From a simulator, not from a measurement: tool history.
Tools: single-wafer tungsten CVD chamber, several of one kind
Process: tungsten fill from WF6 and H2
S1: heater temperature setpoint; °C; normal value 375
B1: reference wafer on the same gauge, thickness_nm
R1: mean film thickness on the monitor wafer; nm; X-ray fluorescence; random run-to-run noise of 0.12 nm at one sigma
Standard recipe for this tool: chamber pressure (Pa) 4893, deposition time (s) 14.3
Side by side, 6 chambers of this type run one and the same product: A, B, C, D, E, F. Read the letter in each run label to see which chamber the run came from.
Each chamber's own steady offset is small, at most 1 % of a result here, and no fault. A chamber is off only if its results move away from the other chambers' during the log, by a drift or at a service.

{"run": "1B", "day": 0.129, "S1": 375, "chamber pressure (Pa)": 4893, "deposition time (s)": 14.3, "B1": 28.282, "R1": 28.16}
{"run": "2F", "day": 0.217, "S1": 375, "chamber pressure (Pa)": 4893, "deposition time (s)": 14.3, "B1": 28.299, "R1": 27.866}
{"run": "3D", "day": 0.358, "S1": 375, "chamber pressure (Pa)": 4893, "deposition time (s)": 14.3, "B1": 28.285, "R1": 27.883}
{"run": "4A", "day": 0.5, "S1": 375, "chamber pressure (Pa)": 4893, "deposition time (s)": 14.3, "B1": 28.313, "R1": 28.035}
{"run": "5E", "day": 0.65, "S1": 375, "chamber pressure (Pa)": 4893, "deposition time (s)": 14.3, "B1": 28.347, "R1": 27.81}
{"run": "6C", "day": 0.817, "S1": 375, "chamber pressure (Pa)": 4893, "deposition time (s)": 14.3, "B1": 28.28, "R1": 27.618}
{"run": "7D", "day": 0.938, "S1": 375, "chamber pressure (Pa)": 4893, "deposition time (s)": 14.3, "B1": 28.333, "R1": 27.808}
{"run": "8B", "day": 1.054, "S1": 375, "chamber pressure (Pa)": 4893, "deposition time (s)": 14.3, "B1": 28.265, "R1": 28.132}
{"run": "9F", "day": 1.158, "S1": 375, "chamber pressure (Pa)": 4893, "deposition time (s)": 14.3, "B1": 28.303, "R1": 27.778}
{"run": "10A", "day": 1.321, "S1": 368, "chamber pressure (Pa)": 4440, "deposition time (s)": 14.3, "B1": 28.308, "R1": 23.151}
{"run": "11C", "day": 1.512, "S1": 368, "chamber pressure (Pa)": 4440, "deposition time (s)": 14.3, "B1": 28.274, "R1": 22.857}
{"run": "12E", "day": 1.625, "S1": 368, "chamber pressure (Pa)": 4440, "deposition time (s)": 14.3, "B1": 28.3, "R1": 23.096}
{"run": "13B", "day": 1.721, "S1": 368, "chamber pressure (Pa)": 4440, "deposition time (s)": 14.3, "B1": 28.282, "R1": 22.979}
{"run": "14F", "day": 1.808, "S1": 368, "chamber pressure (Pa)": 4440, "deposition time (s)": 14.3, "B1": 28.281, "R1": 22.89}
{"run": "15A", "day": 1.925, "S1": 368, "chamber pressure (Pa)": 4440, "deposition time (s)": 14.3, "B1": 28.298, "R1": 23.172}
{"run": "16E", "day": 2.05, "S1": 375, "chamber pressure (Pa)": 4893, "deposition time (s)": 14.3, "B1": 28.267, "R1": 27.779}
{"run": "17C", "day": 2.138, "S1": 375, "chamber pressure (Pa)": 4893, "deposition time (s)": 14.3, "B1": 28.274, "R1": 27.853}
{"day": 2.192, "done": "chamber F: thermocouple changed; heater temperature recalibrated"}
{"run": "18D", "day": 2.233, "S1": 375, "chamber pressure (Pa)": 4893, "deposition time (s)": 14.3, "B1": 28.336, "R1": 27.873}
{"run": "19F", "day": 2.321, "S1": 375, "chamber pressure (Pa)": 4893, "deposition time (s)": 14.3, "B1": 28.279, "R1": 26.805}
{"run": "20A", "day": 2.462, "S1": 375, "chamber pressure (Pa)": 4893, "deposition time (s)": 14.3, "B1": 28.317, "R1": 28.112}
{"run": "21E", "day": 2.583, "S1": 375, "chamber pressure (Pa)": 4893, "deposition time (s)": 14.3, "B1": 28.293, "R1": 27.992}
{"run": "22D", "day": 2.679, "S1": 375, "chamber pressure (Pa)": 4893, "deposition time (s)": 14.3, "B1": 28.308, "R1": 27.865}
{"run": "23B", "day": 2.821, "S1": 375, "chamber pressure (Pa)": 4893, "deposition time (s)": 14.3, "B1": 28.327, "R1": 27.997}
{"run": "24C", "day": 2.912, "S1": 375, "chamber pressure (Pa)": 4893, "deposition time (s)": 14.3, "B1": 28.336, "R1": 27.763}
{"run": "25D", "day": 3.033, "S1": 375, "chamber pressure (Pa)": 4893, "deposition time (s)": 14.3, "B1": 28.307, "R1": 28.159}
{"run": "26C", "day": 3.229, "S1": 375, "chamber pressure (Pa)": 4893, "deposition time (s)": 14.3, "B1": 28.288, "R1": 27.903}
{"run": "27B", "day": 3.338, "S1": 375, "chamber pressure (Pa)": 4893, "deposition time (s)": 14.3, "B1": 28.284, "R1": 28.112}
{"run": "28A", "day": 3.446, "S1": 375, "chamber pressure (Pa)": 4893, "deposition time (s)": 14.3, "B1": 28.267, "R1": 28.052}
{"run": "29F", "day": 3.571, "S1": 375, "chamber pressure (Pa)": 4893, "deposition time (s)": 14.3, "B1": 28.326, "R1": 26.981}
{"run": "30E", "day": 3.708, "S1": 375, "chamber pressure (Pa)": 4893, "deposition time (s)": 14.3, "B1": 28.296, "R1": 27.968}
{"run": "31F", "day": 3.875, "S1": 375, "chamber pressure (Pa)": 4893, "deposition time (s)": 14.3, "B1": 28.332, "R1": 26.827}
{"run": "32C", "day": 4.042, "S1": 375, "chamber pressure (Pa)": 4893, "deposition time (s)": 14.3, "B1": 28.29, "R1": 27.687}
{"run": "33D", "day": 4.212, "S1": 375, "chamber pressure (Pa)": 4893, "deposition time (s)": 14.3, "B1": 28.287, "R1": 27.712}
{"run": "34B", "day": 4.367, "S1": 375, "chamber pressure (Pa)": 4893, "deposition time (s)": 14.3, "B1": 28.282, "R1": 28.114}
{"run": "35A", "day": 4.458, "S1": 375, "chamber pressure (Pa)": 4893, "deposition time (s)": 14.3, "B1": 28.327, "R1": 27.998}
{"run": "36E", "day": 4.633, "S1": 375, "chamber pressure (Pa)": 4893, "deposition time (s)": 14.3, "B1": 28.256, "R1": 27.96}
{"run": "37A", "day": 4.788, "S1": 375, "chamber pressure (Pa)": 4893, "deposition time (s)": 14.3, "B1": 28.272, "R1": 27.976}
{"run": "38B", "day": 4.971, "S1": 375, "chamber pressure (Pa)": 4893, "deposition time (s)": 14.3, "B1": 28.295, "R1": 27.933}
{"run": "39F", "day": 5.108, "S1": 375, "chamber pressure (Pa)": 4893, "deposition time (s)": 14.3, "B1": 28.285, "R1": 26.894}
{"run": "40E", "day": 5.283, "S1": 375, "chamber pressure (Pa)": 4893, "deposition time (s)": 14.3, "B1": 28.294, "R1": 27.963}

Decide between three cases: one chamber stands off from its peers, the gauge reading all wafers drifts, or nothing is wrong past each chamber's small offset. Where a chamber is off, say which and what most likely put it there.

The work done on chamber F during a service left it standing apart from the others.
Cause: wafer temperature below the value expected at the setpoint (K) = 1.59.

Chamber F could run next with any of the 4 candidate recipes listed below; each alters the usual settings, and their results appear as question marks. Which one brings its results back in line with what the other chambers deliver on the usual settings?
In-line tolerance around the mean of the other chambers on the usual settings: R1 0.43 nm
{"run": "41F-1", "day": 5.425, "S1": 375, "chamber pressure (Pa)": 4866, "deposition time (s)": 14.2, "R1": "?"}
{"run": "41F-2", "day": 5.425, "S1": 375, "chamber pressure (Pa)": 4920, "deposition time (s)": 14.4, "R1": "?"}
{"run": "41F-3", "day": 5.425, "S1": 374, "chamber pressure (Pa)": 4853, "deposition time (s)": 14.2, "R1": "?"}
{"run": "41F-4", "day": 5.425, "S1": 375, "chamber pressure (Pa)": 5000, "deposition time (s)": 14.7, "R1": "?"}

On the usual settings, the other chambers give on average: R1 27.894 nm
run=41F-1 R1=26.527
run=41F-2 R1=27.039
run=41F-3 R1=25.939
run=41F-4 R1=27.813
The right change is 41F-4: it brings the chamber back within the allowed miss of the others.
